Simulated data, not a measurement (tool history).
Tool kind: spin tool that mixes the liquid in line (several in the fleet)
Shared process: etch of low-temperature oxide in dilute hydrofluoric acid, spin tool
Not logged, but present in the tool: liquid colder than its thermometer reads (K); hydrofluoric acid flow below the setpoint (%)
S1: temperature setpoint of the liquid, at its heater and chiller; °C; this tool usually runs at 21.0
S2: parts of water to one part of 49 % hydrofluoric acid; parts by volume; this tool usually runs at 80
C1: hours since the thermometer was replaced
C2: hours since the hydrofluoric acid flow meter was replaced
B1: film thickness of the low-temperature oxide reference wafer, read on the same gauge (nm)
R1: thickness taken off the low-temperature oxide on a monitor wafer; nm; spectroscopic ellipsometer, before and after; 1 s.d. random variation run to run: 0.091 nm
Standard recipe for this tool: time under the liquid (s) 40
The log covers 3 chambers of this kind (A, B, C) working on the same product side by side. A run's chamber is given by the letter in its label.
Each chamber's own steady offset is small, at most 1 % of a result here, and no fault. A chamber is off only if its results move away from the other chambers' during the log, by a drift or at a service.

{"run": "1A", "hour": 13.1, "S1": 21.0, "S2": 80, "time under the liquid (s)": 40, "C1": 856.3, "C2": 115.5, "B1": 129.96, "R1": 9.045}
{"run": "2B", "hour": 21.0, "S1": 21.0, "S2": 80, "time under the liquid (s)": 40, "C1": 946.5, "C2": 818.2, "B1": 129.97, "R1": 9.0918}
{"run": "3C", "hour": 30.4, "S1": 21.0, "S2": 80, "time under the liquid (s)": 40, "C1": 466.3, "C2": 2073.3, "B1": 130.01, "R1": 9.0204}
{"run": "4C", "hour": 36.5, "S1": 21.0, "S2": 80, "time under the liquid (s)": 40, "C1": 472.4, "C2": 2079.4, "B1": 129.98, "R1": 8.8434}
{"run": "5B", "hour": 47.5, "S1": 21.0, "S2": 80, "time under the liquid (s)": 40, "C1": 973.0, "C2": 844.7, "B1": 129.96, "R1": 9.0935}
{"run": "6A", "hour": 60.9, "S1": 21.0, "S2": 80, "time under the liquid (s)": 40, "C1": 904.1, "C2": 163.3, "B1": 130.03, "R1": 9.219}
{"hour": 66.6, "done": "chamber C: hydrofluoric acid flow meter replaced"}
{"run": "7A", "hour": 71.5, "S1": 21.0, "S2": 80, "time under the liquid (s)": 40, "C1": 914.7, "C2": 173.9, "B1": 130.03, "R1": 9.047}
{"run": "8B", "hour": 78.2, "S1": 21.0, "S2": 80, "time under the liquid (s)": 40, "C1": 1003.7, "C2": 875.4, "B1": 130.03, "R1": 9.0662}
{"run": "9C", "hour": 90.1, "S1": 21.0, "S2": 50, "time under the liquid (s)": 40, "C1": 526.0, "C2": 23.5, "B1": 130.05, "R1": 14.862}
{"run": "10B", "hour": 98.7, "S1": 21.0, "S2": 50, "time under the liquid (s)": 40, "C1": 1024.2, "C2": 895.9, "B1": 129.99, "R1": 15.007}
{"run": "11C", "hour": 110.5, "S1": 21.0, "S2": 50, "time under the liquid (s)": 40, "C1": 546.4, "C2": 43.9, "B1": 130.04, "R1": 14.963}
{"run": "12A", "hour": 117.4, "S1": 21.0, "S2": 80, "time under the liquid (s)": 40, "C1": 960.6, "C2": 219.8, "B1": 129.96, "R1": 9.1942}
{"run": "13B", "hour": 126.9, "S1": 21.0, "S2": 80, "time under the liquid (s)": 40, "C1": 1052.4, "C2": 924.1, "B1": 129.98, "R1": 9.163}
{"run": "14A", "hour": 137.3, "S1": 21.0, "S2": 80, "time under the liquid (s)": 40, "C1": 980.5, "C2": 239.7, "B1": 130.03, "R1": 9.089}
{"run": "15C", "hour": 150.8, "S1": 21.0, "S2": 110, "time under the liquid (s)": 25, "C1": 586.7, "C2": 84.2, "B1": 130.03, "R1": 3.9149}
{"run": "16A", "hour": 163.1, "S1": 21.0, "S2": 110, "time under the liquid (s)": 25, "C1": 1006.3, "C2": 265.5, "B1": 130.01, "R1": 4.0144}
{"run": "17B", "hour": 172.4, "S1": 21.0, "S2": 110, "time under the liquid (s)": 25, "C1": 1097.9, "C2": 969.6, "B1": 130.06, "R1": 3.9613}
{"run": "18C", "hour": 182.6, "S1": 17.0, "S2": 80, "time under the liquid (s)": 40, "C1": 618.5, "C2": 116.0, "B1": 129.99, "R1": 7.4931}
{"run": "19A", "hour": 194.0, "S1": 17.0, "S2": 80, "time under the liquid (s)": 40, "C1": 1037.2, "C2": 296.4, "B1": 130.02, "R1": 7.8696}
{"run": "20B", "hour": 207.2, "S1": 17.0, "S2": 80, "time under the liquid (s)": 40, "C1": 1132.7, "C2": 1004.4, "B1": 129.96, "R1": 7.6667}
{"hour": 215.2, "done": "chamber B: hydrofluoric acid flow meter replaced"}
{"run": "21C", "hour": 217.9, "S1": 21.0, "S2": 80, "time under the liquid (s)": 40, "C1": 653.8, "C2": 151.3, "B1": 129.98, "R1": 8.881}
{"run": "22B", "hour": 228.6, "S1": 18.5, "S2": 80, "time under the liquid (s)": 60, "C1": 1154.1, "C2": 13.4, "B1": 129.96, "R1": 12.376}
{"run": "23C", "hour": 241.6, "S1": 18.5, "S2": 80, "time under the liquid (s)": 60, "C1": 677.5, "C2": 175.0, "B1": 130.04, "R1": 11.605}
{"run": "24A", "hour": 250.0, "S1": 18.5, "S2": 80, "time under the liquid (s)": 60, "C1": 1093.2, "C2": 352.4, "B1": 129.95, "R1": 12.411}
{"run": "25C", "hour": 257.2, "S1": 21.0, "S2": 80, "time under the liquid (s)": 40, "C1": 693.1, "C2": 190.6, "B1": 129.99, "R1": 8.5959}
{"run": "26A", "hour": 266.0, "S1": 25.5, "S2": 80, "time under the liquid (s)": 40, "C1": 1109.2, "C2": 368.4, "B1": 130.01, "R1": 10.628}
{"run": "27B", "hour": 279.4, "S1": 25.5, "S2": 80, "time under the liquid (s)": 40, "C1": 1204.9, "C2": 64.2, "B1": 130.06, "R1": 10.953}
{"run": "28B", "hour": 293.1, "S1": 25.5, "S2": 80, "time under the liquid (s)": 40, "C1": 1218.6, "C2": 77.9, "B1": 129.99, "R1": 11.133}
{"run": "29C", "hour": 301.2, "S1": 21.0, "S2": 80, "time under the liquid (s)": 40, "C1": 737.1, "C2": 234.6, "B1": 130.05, "R1": 8.4592}
{"run": "30A", "hour": 314.6, "S1": 19.0, "S2": 80, "time under the liquid (s)": 40, "C1": 1157.8, "C2": 417.0, "B1": 129.99, "R1": 8.4606}
{"run": "31C", "hour": 325.3, "S1": 19.0, "S2": 80, "time under the liquid (s)": 40, "C1": 761.2, "C2": 258.7, "B1": 129.98, "R1": 7.7427}
{"run": "32A", "hour": 333.0, "S1": 19.0, "S2": 80, "time under the liquid (s)": 40, "C1": 1176.2, "C2": 435.4, "B1": 130.04, "R1": 8.3231}
{"run": "33B", "hour": 343.3, "S1": 21.0, "S2": 80, "time under the liquid (s)": 40, "C1": 1268.8, "C2": 128.1, "B1": 130.03, "R1": 9.103}
{"run": "34B", "hour": 353.6, "S1": 18.5, "S2": 80, "time under the liquid (s)": 60, "C1": 1279.1, "C2": 138.4, "B1": 130.01, "R1": 12.375}
{"run": "35C", "hour": 364.8, "S1": 18.5, "S2": 80, "time under the liquid (s)": 60, "C1": 800.7, "C2": 298.2, "B1": 129.99, "R1": 11.135}
{"run": "36A", "hour": 372.7, "S1": 18.5, "S2": 80, "time under the liquid (s)": 60, "C1": 1215.9, "C2": 475.1, "B1": 129.95, "R1": 12.336}
{"run": "37A", "hour": 379.1, "S1": 21.0, "S2": 80, "time under the liquid (s)": 40, "C1": 1222.3, "C2": 481.5, "B1": 129.96, "R1": 9.1723}
{"run": "38B", "hour": 387.9, "S1": 21.0, "S2": 80, "time under the liquid (s)": 40, "C1": 1313.4, "C2": 172.7, "B1": 130.03, "R1": 9.164}
{"run": "39C", "hour": 394.2, "S1": 21.0, "S2": 80, "time under the liquid (s)": 40, "C1": 830.1, "C2": 327.6, "B1": 129.97, "R1": 8.2958}
{"run": "40C", "hour": 406.8, "S1": 25.0, "S2": 80, "time under the liquid (s)": 40, "C1": 842.7, "C2": 340.2, "B1": 129.97, "R1": 9.7295}
{"run": "41A", "hour": 419.9, "S1": 25.0, "S2": 80, "time under the liquid (s)": 40, "C1": 1263.1, "C2": 522.3, "B1": 130.0, "R1": 10.738}

Is one chamber off against the others, does the gauge drift, or is nothing wrong? If a chamber is off, say which, and what the likeliest cause is.

Chamber C drifts away from the others.
Cause: liquid colder than its thermometer reads (K) = 2.49.
Not necessarily distinguishable in this log from: hydrofluoric acid flow below the setpoint (%).

Below are 4 candidate recipes for chamber C's next run, each the usual settings with a change, their results shown as question marks. Which of them brings C's results back in line with what the other chambers give on the usual settings?
Allowed miss from the other chambers' usual-settings mean, per result, to count as in line: R1 0.3200 nm
{"run": "42C-1", "hour": 429.8, "S1": 18.5, "S2": 80, "time under the liquid (s)": 40, "R1": "?"}
{"run": "42C-2", "hour": 429.8, "S1": 20.0, "S2": 80, "time under the liquid (s)": 40, "R1": "?"}
{"run": "42C-3", "hour": 429.8, "S1": 22.0, "S2": 80, "time under the liquid (s)": 40, "R1": "?"}
{"run": "42C-4", "hour": 429.8, "S1": 23.5, "S2": 80, "time under the liquid (s)": 40, "R1": "?"}

Average result of the remaining chambers running the usual settings: R1 9.1201 nm
run=42C-1 R1=7.2823
run=42C-2 R1=7.7717
run=42C-3 R1=8.4659
run=42C-4 R1=9.0173
The answer is 42C-4, which returns the chamber to within the allowed miss of the others.

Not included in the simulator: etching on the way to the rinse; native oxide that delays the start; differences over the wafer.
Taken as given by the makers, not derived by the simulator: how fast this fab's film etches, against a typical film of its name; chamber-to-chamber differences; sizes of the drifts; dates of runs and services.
